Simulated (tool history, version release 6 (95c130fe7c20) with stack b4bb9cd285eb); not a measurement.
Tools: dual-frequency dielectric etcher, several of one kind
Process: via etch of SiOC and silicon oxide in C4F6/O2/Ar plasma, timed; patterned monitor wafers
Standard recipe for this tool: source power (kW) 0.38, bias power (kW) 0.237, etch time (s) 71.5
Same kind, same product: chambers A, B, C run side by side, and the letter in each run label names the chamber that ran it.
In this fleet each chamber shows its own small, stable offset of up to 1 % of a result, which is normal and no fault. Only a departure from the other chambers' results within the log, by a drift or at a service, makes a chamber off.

run	hour	source power (kW)	bias power (kW)	etch time (s)	read-back reference wafer on the same gauge, depth_nm	mean etch depth across the wafer (Å)
1A	14.7	0.38	0.237	71.5	93.013	865.58
2B	28.2	0.38	0.237	71.5	92.931	861.87
3C	43.8	0.38	0.237	71.5	93.014	865.43
4C	51	0.38	0.237	71.5	92.958	866.08
5A	66.8	0.38	0.237	71.5	92.938	870.56
6B	74.6	0.38	0.237	71.5	92.944	871.03
7B	83.5	0.38	0.237	71.5	92.961	869.57
8A	99.1	0.38	0.237	71.5	92.896	867.57
9C	109.2	0.38	0.237	71.5	92.988	862.91
10A	118.8	0.38	0.237	71.5	93.03	871.62
11B	127.9	0.38	0.237	71.5	93.012	867.8
12C	142.1	0.38	0.237	71.5	93.032	867.91
13C	157.8	0.38	0.237	71.5	93.052	870.96
14A	170.6	0.47	0.237	51	92.959	671.14
# hour 173.7: chamber C: wet clean of the chamber
15B	178.1	0.47	0.237	51	92.859	668.46
16A	188.3	0.47	0.237	51	93.09	678.16
17B	204.2	0.38	0.237	71.5	92.947	852.53
18C	218.3	0.38	0.237	71.5	93.049	870.22
19C	232.8	0.38	0.237	71.5	92.967	861.51
# hour 236.4: chamber A: wet clean of the chamber
20B	246.1	0.38	0.237	71.5	93.03	853.54
21A	254.8	0.38	0.237	71.5	92.987	877.55
22C	265.7	0.38	0.237	71.5	93.078	865.16
23B	274.7	0.42	0.237	80	92.937	994.16
24A	287.7	0.42	0.237	80	92.986	1010.6
# hour 298.1: chamber A: bias power generator calibrated
25A	302.9	0.42	0.237	80	92.984	1010.4
26B	315.7	0.38	0.237	71.5	93.115	838.52
27C	323.2	0.38	0.237	71.5	93.014	865.33
# hour 328.6: chamber A: source power generator calibrated
28C	338.4	0.38	0.237	71.5	93.057	867.57
29B	349.6	0.38	0.218	71.5	92.985	823.23
30A	366.1	0.38	0.218	71.5	92.943	849.73
31A	381.6	0.38	0.218	71.5	93.151	852.98
32B	395.3	0.38	0.237	71.5	93.058	843.06
33C	410.4	0.38	0.237	71.5	93.099	859.94
34A	423	0.38	0.237	71.5	93.031	879.43
35B	431.5	0.38	0.237	71.5	92.86	834.09
36C	438.8	0.38	0.237	71.5	92.953	877.03
37B	451	0.38	0.237	71.5	92.966	833.56
38C	461.1	0.38	0.237	71.5	92.979	872.88
# hour 461.7: chamber B: source power generator calibrated
39A	469.4	0.38	0.237	71.5	93.038	880.68
40C	483	0.38	0.237	71.5	93.069	861.65
41B	497.8	0.38	0.294	71.5	93.046	890.79
42A	507.4	0.38	0.294	71.5	92.874	937.55
43C	514.7	0.38	0.294	71.5	93.011	942.17
44A	523.3	0.38	0.237	71.5	93.062	874.42

The same settings go to every chamber for the next run, one line per chamber below. Forecast the results for each:
45A	535.2	0.3	0.237	71.5		?
45B	535.2	0.3	0.237	71.5		?
45C	535.2	0.3	0.237	71.5		?

run	mean etch depth across the wafer (Å)
45A	795.63
45B	755.93
45C	792.17
